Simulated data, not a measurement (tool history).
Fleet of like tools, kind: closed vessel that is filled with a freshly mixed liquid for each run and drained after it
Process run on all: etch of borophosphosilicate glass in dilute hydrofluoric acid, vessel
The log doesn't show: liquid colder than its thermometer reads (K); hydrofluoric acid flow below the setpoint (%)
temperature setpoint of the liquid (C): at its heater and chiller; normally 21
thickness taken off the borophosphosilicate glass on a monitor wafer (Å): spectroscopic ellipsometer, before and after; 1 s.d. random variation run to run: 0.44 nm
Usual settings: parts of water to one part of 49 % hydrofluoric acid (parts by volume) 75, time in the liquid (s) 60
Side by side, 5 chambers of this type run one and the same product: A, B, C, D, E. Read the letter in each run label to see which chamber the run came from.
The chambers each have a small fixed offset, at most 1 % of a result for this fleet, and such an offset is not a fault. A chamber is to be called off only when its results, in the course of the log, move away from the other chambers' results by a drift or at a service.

run,day,temperature setpoint of the liquid (C),parts of water to one part of 49 % hydrofluoric acid (parts by volume),time in the liquid (s),hours since the thermometer was replaced,hours since the hydrofluoric acid flow meter was replaced,"read-back film thickness of the borophosphosilicate glass reference wafer, read on the same gauge (nm)",thickness taken off the borophosphosilicate glass on a monitor wafer (Å)
1C,0.512,21,75,60,871.7,767.5,110.00,626.83
2E,0.871,21,75,60,357.2,2079.1,110.00,623.93
3D,1.262,21,75,60,271.4,1363.5,110.00,618.76
4B,1.717,21,75,60,281.5,928.5,110.01,621.81
5A,2.167,21,75,75,574.0,218.8,110.00,789.94
# day 2.367: chamber E: hydrofluoric acid flow meter replaced
6E,2.517,21,75,75,396.7,3.7,110.00,796.23
7D,2.983,21,75,75,312.7,1404.8,110.03,777.49
8C,3.258,21,75,75,937.6,833.4,109.97,780.43
9A,3.762,21,75,75,612.3,257.1,110.02,788.83
10B,4.308,21,75,60,343.7,990.7,109.95,612.29
11E,4.604,21,75,60,446.8,53.8,110.01,633.10
12C,5.088,21,75,60,981.5,877.3,110.05,638.18
13B,5.525,21,75,60,372.9,1019.9,109.99,621.13
14A,5.975,21,75,60,665.4,310.2,110.00,633.65
15D,6.471,21,75,60,396.4,1488.5,110.02,623.40
16A,7.004,21,75,60,690.1,334.9,109.99,631.02
17D,7.317,21,75,60,416.7,1508.8,110.05,619.20
18B,7.871,21,75,60,429.2,1076.2,110.01,613.58
19E,8.208,21,75,60,533.3,140.3,109.93,624.94
20C,8.592,21,75,60,1065.6,961.4,109.99,630.55
21E,9.146,21,75,60,555.8,162.8,109.96,631.07
22C,9.533,21,75,60,1088.2,984.0,110.00,634.67
23A,9.783,21,75,60,756.8,401.6,110.07,633.81
24D,10.142,21,75,60,484.5,1576.6,110.03,629.62
25B,10.462,21,75,60,491.4,1138.4,110.00,603.09
26D,10.733,21,75,60,498.7,1590.8,110.04,619.06
# day 10.812: chamber D: hydrofluoric acid flow meter replaced
27E,11.129,21,75,60,603.4,210.4,109.97,627.92
28C,11.592,21,75,60,1137.6,1033.4,109.95,626.91
29A,12.117,17,75,30,812.8,457.6,110.00,265.83
30B,12.571,17,75,30,542.0,1189.0,110.02,250.56
31D,13.067,17,75,30,554.7,54.2,110.00,266.47
32C,13.321,17,75,30,1179.1,1074.9,109.99,265.58
# day 13.371: chamber A: hydrofluoric acid flow meter replaced
33A,13.675,17,75,30,850.2,7.3,109.99,261.78
34B,14.171,21,75,60,580.4,1227.4,109.99,592.83
35E,14.542,21,75,60,685.3,292.3,109.95,624.60
36C,14.788,21,75,60,1214.3,1110.1,110.01,639.03
37A,15.054,21,75,60,883.3,40.4,109.98,626.47
38D,15.517,21,75,60,613.5,113.0,109.97,624.37
39B,15.775,21,75,60,618.9,1265.9,110.03,587.05
40E,16.125,21,75,60,723.3,330.3,110.00,625.23
41C,16.446,21,75,60,1254.1,1149.9,110.00,625.17

Has any chamber moved away from the others, gradually or after a service, or does the common gauge drift, or do the chambers differ only by their own small steady offsets? State the chamber and the most likely cause if one applies.

It is chamber B that slowly wanders off from its peers.
Most likely cause: hydrofluoric acid flow below the setpoint (%) = 6.83.
The log might look much the same if the cause were instead: liquid colder than its thermometer reads (K).

Here are 4 candidates for chamber B's next run, each the usual settings with a change, their results left as question marks. Which one brings its results back in line with what the others give on the usual settings?
In line means no further than this from the other chambers' mean on the usual settings: thickness taken off the borophosphosilicate glass on a monitor wafer (Å) 15.00
42B-1,16.850,21,80,60,,,,?
42B-2,16.850,21,70,65,,,,?
42B-3,16.850,23,75,60,,,,?
42B-4,16.850,21,85,60,,,,?

On the usual settings, the other chambers give on average: thickness taken off the borophosphosilicate glass on a monitor wafer (Å) 627.77
run,thickness taken off the borophosphosilicate glass on a monitor wafer (Å)
42B-1,541.98
42B-2,680.36
42B-3,630.95
42B-4,506.67
42B-3 puts the chamber back in line with the other chambers.
